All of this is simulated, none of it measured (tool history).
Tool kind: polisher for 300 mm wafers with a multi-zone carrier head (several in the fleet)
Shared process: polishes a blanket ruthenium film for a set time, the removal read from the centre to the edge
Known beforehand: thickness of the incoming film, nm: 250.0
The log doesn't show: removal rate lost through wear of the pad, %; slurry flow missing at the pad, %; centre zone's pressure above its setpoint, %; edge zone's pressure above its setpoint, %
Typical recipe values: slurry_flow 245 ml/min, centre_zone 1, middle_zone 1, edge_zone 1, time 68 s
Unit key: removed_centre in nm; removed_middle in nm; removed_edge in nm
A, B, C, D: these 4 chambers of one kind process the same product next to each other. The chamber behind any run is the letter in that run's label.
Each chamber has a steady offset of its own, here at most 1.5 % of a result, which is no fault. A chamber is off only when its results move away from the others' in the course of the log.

run,day,slurry_flow,centre_zone,middle_zone,edge_zone,time,wafers polished on this pad,hours since the slurry nozzle was cleaned,hours since the centre zone pressure was calibrated,hours since the edge zone pressure was calibrated,removed_centre,removed_middle,removed_edge
# day 0.1: chamber D: edge zone pressure recalibrated
1B,0.3,245,1,1,1,68,754,241.3,700.1,477.9,66.507,69.245,67.052
# day 0.367: chamber D: slurry nozzle cleaned
# day 0.417: chamber D: worn pad replaced by a new one
2A,0.488,245,1,1,1,68,168,83.4,176.8,1022.7,67.909,69.918,66.639
# day 0.567: chamber D: centre zone pressure recalibrated
3C,0.7,245,1,1,1,68,491,377.6,516.1,408.8,65.981,66.978,67.428
4D,0.917,245,1,1,1,68,135,13.3,8.4,19.7,68.101,66.398,67.372
5A,1.271,245,1,1,1,68,378,102.2,195.6,1041.5,68.964,67.68,68.112
# day 1.412: chamber C: worn pad replaced by a new one
# day 1.412: chamber C: slurry nozzle cleaned
6C,1.629,245,0.95,1,1,68,58,5.3,538.4,431.1,63.949,68.169,66.469
# day 1.758: chamber B: worn pad replaced by a new one
7D,1.796,245,0.95,1,1,68,371,34.4,29.5,40.8,62.54,65.656,67.558
8B,2.112,245,0.95,1,1,68,95,284.8,743.6,521.4,64.714,68.793,68.598
9B,2.312,245,0.95,1,1,68,148,289.6,748.4,526.2,64.136,68.548,66.943
10C,2.517,245,1,1,1,68,297,26.6,559.7,452.4,68.01,68.527,67.647
11D,2.725,245,1,1,1,68,620,56.7,51.8,63.1,67.435,68.963,65.314
12A,3.1,245,1,1,1,59,869,146.1,239.5,1085.4,58.233,58.169,58.144
# day 3.204: chamber A: worn pad replaced by a new one
13A,3.388,245,1,1,1,59,50,153,246.4,1092.3,58.931,60.96,59.681
14C,3.592,245,1,1,1,59,585,52.4,585.5,478.2,58.349,58.842,58.21
15D,3.812,245,1,1,1,59,912,82.8,77.9,89.2,58.418,58.054,57.866
# day 4.017: chamber C: worn pad replaced by a new one
16B,4.029,245,1,1,1,68,609,330.8,789.6,567.4,67.614,67.438,66.694
17C,4.354,245,1,1,1,68,91,70.7,603.8,496.5,70.928,67.497,67.655
# day 4.367: chamber A: edge zone pressure recalibrated
18A,4.688,245,1,1,1,68,399,184.2,277.6,7.7,68.104,69.302,68.543
19B,4.979,245,1,1,1,68,864,353.6,812.4,590.2,67.998,65.959,66.758
20D,5.354,245,1,1,1,68,1326,119.8,114.9,126.2,66.942,67.021,64.805
# day 5.579: chamber B: worn pad replaced by a new one
21C,5.704,245,1,1,1,68,453,103.1,636.2,528.9,71.346,68.172,68.588
22B,5.883,245,1,1,1,68,82,375.3,834.1,611.9,68.192,67.626,68.616
23D,6.246,245,1,1,1,68,1565,141.2,136.3,147.6,65.863,67.227,67.843
24A,6.462,325,1,1.07,1,68,875,226.8,320.2,50.3,69.298,76.773,68.986
# day 6.638: chamber D: worn pad replaced by a new one
25C,6.658,325,1,1.07,1,68,709,126,659.1,551.8,72.839,74.408,69.236
26D,6.833,325,1,1.07,1,68,53,155.3,150.4,161.7,70.44,73.047,69.5
# day 6.967: chamber A: worn pad replaced by a new one
# day 7.012: chamber C: worn pad replaced by a new one
27B,7.117,325,1,1.07,1,68,413,404.9,863.7,641.5,69.681,75.626,70.043
28A,7.417,245,0.89,0.95,1,68,121,249.7,343.1,73.2,59.736,64.075,67.275
29B,7.779,245,0.89,0.95,1,68,591,420.8,879.6,657.4,59.435,65.568,67.343
30C,8.067,245,0.89,0.95,1,68,283,159.8,692.9,585.6,64.91,64.549,66.867
31D,8.425,245,0.89,0.95,1,68,480,193.5,188.6,199.9,59.015,63.687,66.648
32A,8.767,245,1,1,1,68,483,282.1,375.5,105.6,67.833,68.272,68.289
33B,9.154,245,1,1,1,68,960,453.8,912.6,690.4,67.66,67.04,69.13
34C,9.508,245,1,1,1,68,670,194.4,727.5,620.2,72.255,66.53,67.388
35D,9.742,245,1,1,1,68,833,225.1,220.2,231.5,67.468,66.842,66.392
# day 10.054: chamber A: worn pad replaced by a new one
36A,10.108,310,1,1,1,68,15,314.3,407.7,137.8,69.797,69.943,69.214
37D,10.438,310,1,1,1,68,1020,241.8,236.9,248.2,69.658,68.39,67.269

Decide between three cases: one chamber stands off from its peers, the gauge reading all wafers drifts, or nothing is wrong past each chamber's small offset. Where a chamber is off, say which and what most likely put it there.

One chamber, C, drifts off from the rest bit by bit.
Likeliest cause: centre zone's pressure above its setpoint, % = 9.18.

Which of the 4 candidates below, each the usual settings with something changed and its results left as question marks, puts chamber C back in line with what the other chambers give on the usual settings?
Maximum distance from the other chambers' mean on the usual settings for a result to count as in line: removed_centre 2.7 nm; removed_middle 3.3 nm; removed_edge 3.4 nm
38C-1,10.712,235,0.85,1.01,1.06,67,,,,,?,?,?
38C-2,10.712,255,1.16,0.98,0.94,70,,,,,?,?,?
38C-3,10.712,250,1.08,0.99,0.97,69,,,,,?,?,?
38C-4,10.712,240,0.92,1.01,1.03,67,,,,,?,?,?

The other chambers' mean on the usual settings: removed_centre 67.274 nm; removed_middle 67.481 nm; removed_edge 67.254 nm
run,removed_centre,removed_middle,removed_edge
38C-1,60.768,67.122,67.28
38C-2,89.666,68.746,66.512
38C-3,81.697,68.276,66.505
38C-4,66.412,67.266,66.382
It is 38C-4 that realigns the chamber with its peers.
